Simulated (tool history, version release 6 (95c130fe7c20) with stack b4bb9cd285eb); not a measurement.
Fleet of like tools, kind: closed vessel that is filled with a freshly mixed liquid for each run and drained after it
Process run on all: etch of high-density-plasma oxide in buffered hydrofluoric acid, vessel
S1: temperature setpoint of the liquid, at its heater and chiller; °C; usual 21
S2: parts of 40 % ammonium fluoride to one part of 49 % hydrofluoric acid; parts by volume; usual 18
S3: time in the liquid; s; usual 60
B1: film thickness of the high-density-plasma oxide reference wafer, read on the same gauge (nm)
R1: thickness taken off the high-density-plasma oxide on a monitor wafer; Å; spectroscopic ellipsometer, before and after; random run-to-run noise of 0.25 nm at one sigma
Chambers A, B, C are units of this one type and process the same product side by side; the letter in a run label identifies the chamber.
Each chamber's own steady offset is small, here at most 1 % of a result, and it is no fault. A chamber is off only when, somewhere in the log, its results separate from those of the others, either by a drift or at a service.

run,hour,S1,S2,S3,B1,R1
1B,8.4,21,18,60,149.98,356.78
# hour 13.7: chamber B: hydrofluoric acid flow meter replaced
# hour 18: chamber A: thermometer replaced
2A,18.3,21,18,60,150,354.6
3C,28.2,21,18,60,149.99,351.81
4C,34.6,21,18,60,149.98,353.61
5B,41.7,21,18,60,149.96,363.71
6A,54.5,21,18,60,150,356.67
7B,68.6,21,18,60,149.97,358.63
8C,76.7,21,14.5,30,150.04,219.51
9A,87.8,21,14.5,30,150,221.22
10B,99.9,21,14.5,30,149.97,223.93
11C,113.2,21,18,30,149.99,180.56
12A,122.7,21,18,30,149.96,176.87
13A,130.3,21,18,30,149.99,177.98
14C,143.4,21,18,60,149.99,355.15
15B,157.1,21,18,60,150.01,355.4
16A,166.4,21,18,60,150.01,351.63
17B,178,21,18,60,149.99,360.78
18C,192.9,21,18,60,150.01,364.25
19B,203,18.5,18,45,150.04,234.08
20A,212.2,18.5,18,45,150,231.43
21C,219.1,18.5,18,45,150.04,237.45
22B,230.7,21,15,30,149.98,215.79
23A,238.8,21,15,30,150.02,211.89
24C,251.3,21,15,30,149.93,219.56
# hour 263.7: chamber C: hydrofluoric acid flow meter replaced
25B,264.5,21,18,60,149.99,356.49
26C,275.6,21,24,40,150,196.58
27A,290,21,24,40,150,187.66
28B,299.4,21,24,40,150.01,186.63
29C,311.6,24,18,60,149.95,441.06
30A,321.2,24,18,60,149.97,418.06

Next, every chamber runs the same settings. What will each give?
31A,331.9,21,18,40,,?
31B,331.9,21,18,40,,?
31C,331.9,21,18,40,,?

run,R1
31A,239.06
31B,237.32
31C,252.21
